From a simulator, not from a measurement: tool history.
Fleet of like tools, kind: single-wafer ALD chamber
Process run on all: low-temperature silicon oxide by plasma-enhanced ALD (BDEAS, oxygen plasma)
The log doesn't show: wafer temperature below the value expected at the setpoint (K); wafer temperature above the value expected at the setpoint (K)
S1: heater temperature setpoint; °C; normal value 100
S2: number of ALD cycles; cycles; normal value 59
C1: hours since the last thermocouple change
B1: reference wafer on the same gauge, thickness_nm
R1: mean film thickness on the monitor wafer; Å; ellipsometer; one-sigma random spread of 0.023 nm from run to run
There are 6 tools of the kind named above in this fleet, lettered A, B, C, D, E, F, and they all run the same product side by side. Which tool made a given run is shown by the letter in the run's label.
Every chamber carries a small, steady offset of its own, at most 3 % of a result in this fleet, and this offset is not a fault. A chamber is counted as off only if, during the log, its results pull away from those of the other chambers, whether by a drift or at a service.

{"run": "1C", "hour": 9.7, "S1": 100, "S2": 59, "C1": 564.7, "B1": 9.9588, "R1": 85.042}
{"run": "2F", "hour": 15.9, "S1": 100, "S2": 59, "C1": 1024.7, "B1": 9.9429, "R1": 84.924}
{"run": "3B", "hour": 25.2, "S1": 100, "S2": 59, "C1": 697.3, "B1": 9.9532, "R1": 82.604}
{"run": "4E", "hour": 36.3, "S1": 100, "S2": 59, "C1": 1666.3, "B1": 9.9528, "R1": 84.962}
{"run": "5D", "hour": 46.3, "S1": 100, "S2": 59, "C1": 1182.7, "B1": 9.9555, "R1": 83.975}
{"run": "6A", "hour": 51.7, "S1": 100, "S2": 59, "C1": 1104.2, "B1": 9.9519, "R1": 84.875}
{"run": "7D", "hour": 60.3, "S1": 100, "S2": 59, "C1": 1196.7, "B1": 9.9513, "R1": 84.405}
{"run": "8F", "hour": 71.1, "S1": 100, "S2": 59, "C1": 1079.9, "B1": 9.9524, "R1": 84.519}
{"run": "9A", "hour": 77.7, "S1": 100, "S2": 59, "C1": 1130.2, "B1": 9.9488, "R1": 84.895}
{"run": "10C", "hour": 84.5, "S1": 100, "S2": 59, "C1": 639.5, "B1": 9.9446, "R1": 85.571}
{"run": "11E", "hour": 93.7, "S1": 100, "S2": 59, "C1": 1723.7, "B1": 9.9543, "R1": 84.643}
{"run": "12B", "hour": 100.5, "S1": 100, "S2": 53, "C1": 772.6, "B1": 9.9504, "R1": 73.541}
{"run": "13B", "hour": 105.4, "S1": 100, "S2": 53, "C1": 777.5, "B1": 9.9561, "R1": 74.062}
{"run": "14E", "hour": 111.4, "S1": 100, "S2": 53, "C1": 1741.4, "B1": 9.9463, "R1": 75.692}
{"run": "15D", "hour": 119.5, "S1": 100, "S2": 53, "C1": 1255.9, "B1": 9.9521, "R1": 75.548}
{"run": "16A", "hour": 127.2, "S1": 100, "S2": 53, "C1": 1179.7, "B1": 9.9433, "R1": 76.207}
{"run": "17C", "hour": 134.4, "S1": 100, "S2": 53, "C1": 689.4, "B1": 9.9508, "R1": 76.665}
{"run": "18F", "hour": 139.7, "S1": 109, "S2": 59, "C1": 1148.5, "B1": 9.9486, "R1": 82.942}
{"run": "19C", "hour": 146.8, "S1": 109, "S2": 59, "C1": 701.8, "B1": 9.9484, "R1": 83.7}
{"run": "20B", "hour": 157.4, "S1": 109, "S2": 59, "C1": 829.5, "B1": 9.9509, "R1": 81.076}
{"run": "21E", "hour": 167.5, "S1": 109, "S2": 59, "C1": 1797.5, "B1": 9.9535, "R1": 83.211}
{"run": "22F", "hour": 178.1, "S1": 109, "S2": 59, "C1": 1186.9, "B1": 9.9477, "R1": 82.952}
{"run": "23D", "hour": 189.1, "S1": 109, "S2": 59, "C1": 1325.5, "B1": 9.943, "R1": 82.507}
{"run": "24A", "hour": 197.5, "S1": 100, "S2": 59, "C1": 1250, "B1": 9.9509, "R1": 84.758}
{"run": "25A", "hour": 203.6, "S1": 100, "S2": 59, "C1": 1256.1, "B1": 9.9492, "R1": 84.794}
{"run": "26E", "hour": 213.9, "S1": 100, "S2": 59, "C1": 1843.9, "B1": 9.952, "R1": 84.758}
{"run": "27D", "hour": 220.6, "S1": 100, "S2": 59, "C1": 1357, "B1": 9.9513, "R1": 84.325}
{"run": "28F", "hour": 228.3, "S1": 100, "S2": 59, "C1": 1237.1, "B1": 9.9538, "R1": 84.454}
{"run": "29B", "hour": 239.4, "S1": 100, "S2": 59, "C1": 911.5, "B1": 9.9445, "R1": 82.204}
{"run": "30C", "hour": 247.2, "S1": 100, "S2": 59, "C1": 802.2, "B1": 9.9449, "R1": 85.505}
{"run": "31B", "hour": 255.5, "S1": 100, "S2": 59, "C1": 927.6, "B1": 9.9472, "R1": 81.99}
{"run": "32A", "hour": 265.6, "S1": 100, "S2": 59, "C1": 1318.1, "B1": 9.9548, "R1": 84.757}
{"run": "33F", "hour": 273.0, "S1": 100, "S2": 59, "C1": 1281.8, "B1": 9.9414, "R1": 84.286}
{"run": "34C", "hour": 281.8, "S1": 100, "S2": 59, "C1": 836.8, "B1": 9.9482, "R1": 85.003}
{"run": "35D", "hour": 286.7, "S1": 100, "S2": 59, "C1": 1423.1, "B1": 9.9521, "R1": 84.215}
{"run": "36E", "hour": 292.2, "S1": 100, "S2": 50, "C1": 1922.2, "B1": 9.9546, "R1": 71.631}
{"run": "37B", "hour": 303.2, "S1": 100, "S2": 50, "C1": 975.3, "B1": 9.951, "R1": 69.626}
{"run": "38A", "hour": 309.4, "S1": 100, "S2": 50, "C1": 1361.9, "B1": 9.9549, "R1": 71.687}
{"run": "39C", "hour": 320.3, "S1": 100, "S2": 50, "C1": 875.3, "B1": 9.9552, "R1": 72.275}

Is one chamber off against the others, does the gauge drift, or is nothing wrong? If a chamber is off, say which, and what the likeliest cause is.

No chamber is off and the gauge is stable; the differences are just each chamber's small, constant offset.

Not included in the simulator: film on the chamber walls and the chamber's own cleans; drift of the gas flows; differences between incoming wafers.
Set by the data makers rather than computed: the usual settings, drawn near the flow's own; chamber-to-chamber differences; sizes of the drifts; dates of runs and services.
